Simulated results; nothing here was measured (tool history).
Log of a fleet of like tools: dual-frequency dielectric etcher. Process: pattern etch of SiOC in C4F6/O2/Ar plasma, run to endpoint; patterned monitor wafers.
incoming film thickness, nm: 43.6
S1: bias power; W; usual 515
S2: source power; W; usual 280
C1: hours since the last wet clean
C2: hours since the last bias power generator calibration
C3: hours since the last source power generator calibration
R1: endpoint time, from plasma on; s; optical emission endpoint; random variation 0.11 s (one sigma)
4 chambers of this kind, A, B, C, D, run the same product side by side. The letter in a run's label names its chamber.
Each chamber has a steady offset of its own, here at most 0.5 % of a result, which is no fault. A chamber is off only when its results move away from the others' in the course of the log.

run,hour,S1,S2,C1,C2,C3,R1
1A,9.2,515,280,303.2,1621.9,729.4,16.482
2D,19.1,515,280,201.9,2589.1,1213.9,16.676
3B,27.2,515,280,153.6,1359.3,997.2,16.758
4C,38.2,515,280,455.9,1905.7,1277.1,16.718
# hour 47.9: chamber D: bias power generator calibrated
5C,51.5,515,280,469.2,1919.0,1290.4,16.529
6A,64.6,567,250,358.6,1677.3,784.8,16.679
7D,73.2,567,250,256.0,25.3,1268.0,16.628
8B,79.8,567,250,206.2,1411.9,1049.8,16.794
9B,92.9,567,250,219.3,1425.0,1062.9,16.665
10C,100.1,515,280,517.8,1967.6,1339.0,16.679
11A,111.4,515,280,405.4,1724.1,831.6,16.469
# hour 114.0: chamber C: wet clean of the chamber
12D,118.3,465,340,301.1,70.4,1313.1,15.762
13B,125.3,465,340,251.7,1457.4,1095.3,16.003
# hour 130.6: chamber A: wet clean of the chamber
14D,135.1,465,340,317.9,87.2,1329.9,15.787
15A,141.6,465,340,11.1,1754.3,861.8,15.827
16C,150.1,515,280,36.1,2017.6,1389.0,16.606
17C,159.9,515,280,45.9,2027.4,1398.8,16.375
18B,172.7,515,280,299.1,1504.8,1142.7,16.649
19D,178.5,515,280,361.3,130.6,1373.3,16.706
20A,185.2,515,310,54.7,1797.9,905.4,15.898
21B,196.1,515,310,322.5,1528.2,1166.1,16.096
22D,201.9,515,310,384.7,154.0,1396.7,16.084
23C,213.8,515,310,99.8,2081.3,1452.7,15.933
24A,224.1,515,280,93.6,1836.8,944.3,16.389
25B,234.7,515,280,361.1,1566.8,1204.7,16.855
26D,242.8,515,280,425.6,194.9,1437.6,16.660
27A,248.9,515,280,118.4,1861.6,969.1,16.511
28C,256.3,515,280,142.3,2123.8,1495.2,16.792

What goes on in this fleet: one chamber off, a drifting gauge, or nothing beyond the chambers' own small offsets? Name the chamber and the cause, if any.

No chamber stands off beyond its own small offset, and the gauge holds steady.

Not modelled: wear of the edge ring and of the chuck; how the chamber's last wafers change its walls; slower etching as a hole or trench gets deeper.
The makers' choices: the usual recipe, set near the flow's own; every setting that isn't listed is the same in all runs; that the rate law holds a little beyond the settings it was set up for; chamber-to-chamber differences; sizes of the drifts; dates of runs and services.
